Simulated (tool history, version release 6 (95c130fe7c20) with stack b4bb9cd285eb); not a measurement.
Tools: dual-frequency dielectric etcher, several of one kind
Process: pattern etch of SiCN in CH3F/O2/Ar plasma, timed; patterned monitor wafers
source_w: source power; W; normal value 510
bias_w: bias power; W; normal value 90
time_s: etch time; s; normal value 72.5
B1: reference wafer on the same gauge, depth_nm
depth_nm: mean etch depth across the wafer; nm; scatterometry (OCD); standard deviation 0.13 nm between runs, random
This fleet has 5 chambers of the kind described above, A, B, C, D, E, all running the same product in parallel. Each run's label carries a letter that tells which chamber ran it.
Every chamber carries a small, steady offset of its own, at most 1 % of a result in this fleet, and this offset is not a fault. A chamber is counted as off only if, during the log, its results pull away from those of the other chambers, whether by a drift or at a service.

Run 1C, day 0.138: usual settings; B1 35.218. Result: depth_nm 32.234 nm.
Run 2B, day 0.338: usual settings; B1 35.246. Result: depth_nm 32.408 nm.
Run 3E, day 0.529: usual settings; B1 35.205. Result: depth_nm 32.323 nm.
Run 4A, day 0.654: usual settings; B1 35.222. Result: depth_nm 32.313 nm.
Run 5D, day 0.762: usual settings but source_w 610 W, bias_w 82 W; B1 35.213. Result: depth_nm 33.405 nm.
Run 6A, day 0.879: usual settings but source_w 610 W, bias_w 82 W; B1 35.174. Result: depth_nm 33.065 nm.
Run 7D, day 0.992: usual settings but source_w 610 W, bias_w 82 W; B1 35.203. Result: depth_nm 33.251 nm.
Run 8C, day 1.208: usual settings but source_w 610 W, bias_w 82 W; B1 35.224. Result: depth_nm 33.356 nm.
Run 9E, day 1.379: usual settings but source_w 610 W, bias_w 82 W; B1 35.242. Result: depth_nm 33.377 nm.
Run 10B, day 1.533: usual settings; B1 35.16. Result: depth_nm 32.484 nm.
Run 11B, day 1.658: usual settings; B1 35.2. Result: depth_nm 32.608 nm.
Run 12D, day 1.783: usual settings; B1 35.215. Result: depth_nm 32.075 nm.
Run 13A, day 1.962: usual settings; B1 35.189. Result: depth_nm 32.331 nm.
Run 14E, day 2.167: usual settings; B1 35.17. Result: depth_nm 32.291 nm.
At day 2.321: chamber E: wet clean of the chamber.
Run 15C, day 2.35: usual settings; B1 35.205. Result: depth_nm 32.45 nm.
At day 2.362: chamber D: wet clean of the chamber.
Run 16A, day 2.517: usual settings but source_w 630 W, bias_w 80 W; B1 35.23. Result: depth_nm 33.405 nm.
At day 2.683: chamber C: wet clean of the chamber.
Run 17E, day 2.7: usual settings but source_w 630 W, bias_w 80 W; B1 35.193. Result: depth_nm 33.573 nm.
Run 18B, day 2.821: usual settings but source_w 630 W, bias_w 80 W; B1 35.178. Result: depth_nm 33.507 nm.
At day 2.896: chamber A: bias power generator calibrated.
Run 19C, day 3.004: usual settings but source_w 630 W, bias_w 80 W; B1 35.218. Result: depth_nm 33.803 nm.
Run 20D, day 3.112: usual settings but source_w 630 W, bias_w 80 W; B1 35.198. Result: depth_nm 34.479 nm.
Run 21E, day 3.275: usual settings; B1 35.173. Result: depth_nm 32.399 nm.
Run 22C, day 3.442: usual settings; B1 35.171. Result: depth_nm 32.426 nm.
Run 23D, day 3.608: usual settings; B1 35.152. Result: depth_nm 33.331 nm.
Run 24A, day 3.733: usual settings; B1 35.186. Result: depth_nm 32.404 nm.
Run 25B, day 3.838: usual settings; B1 35.197. Result: depth_nm 32.445 nm.
Run 26D, day 4.029: usual settings but source_w 620 W, bias_w 99 W; B1 35.201. Result: depth_nm 36.981 nm.
Run 27B, day 4.221: usual settings but source_w 620 W, bias_w 99 W; B1 35.193. Result: depth_nm 35.888 nm.
Run 28E, day 4.392: usual settings but source_w 620 W, bias_w 99 W; B1 35.167. Result: depth_nm 35.822 nm.
Run 29C, day 4.608: usual settings but source_w 620 W, bias_w 99 W; B1 35.194. Result: depth_nm 36.131 nm.
Run 30A, day 4.838: usual settings but source_w 620 W, bias_w 99 W; B1 35.193. Result: depth_nm 35.965 nm.
Run 31A, day 5.05: usual settings; B1 35.241. Result: depth_nm 32.146 nm.
Run 32D, day 5.262: usual settings; B1 35.186. Result: depth_nm 33.297 nm.

Next, all 5 chambers run the settings below, one line each with question marks for the results. What does each chamber give?
Run 33A, day 5.429: usual settings but source_w 430 W. Result: depth_nm ?.
Run 33B, day 5.429: usual settings but source_w 430 W. Result: depth_nm ?.
Run 33C, day 5.429: usual settings but source_w 430 W. Result: depth_nm ?.
Run 33D, day 5.429: usual settings but source_w 430 W. Result: depth_nm ?.
Run 33E, day 5.429: usual settings but source_w 430 W. Result: depth_nm ?.

run  depth_nm
33A    30.113
33B    30.404
33C    30.577
33D    31.205
33E     30.14
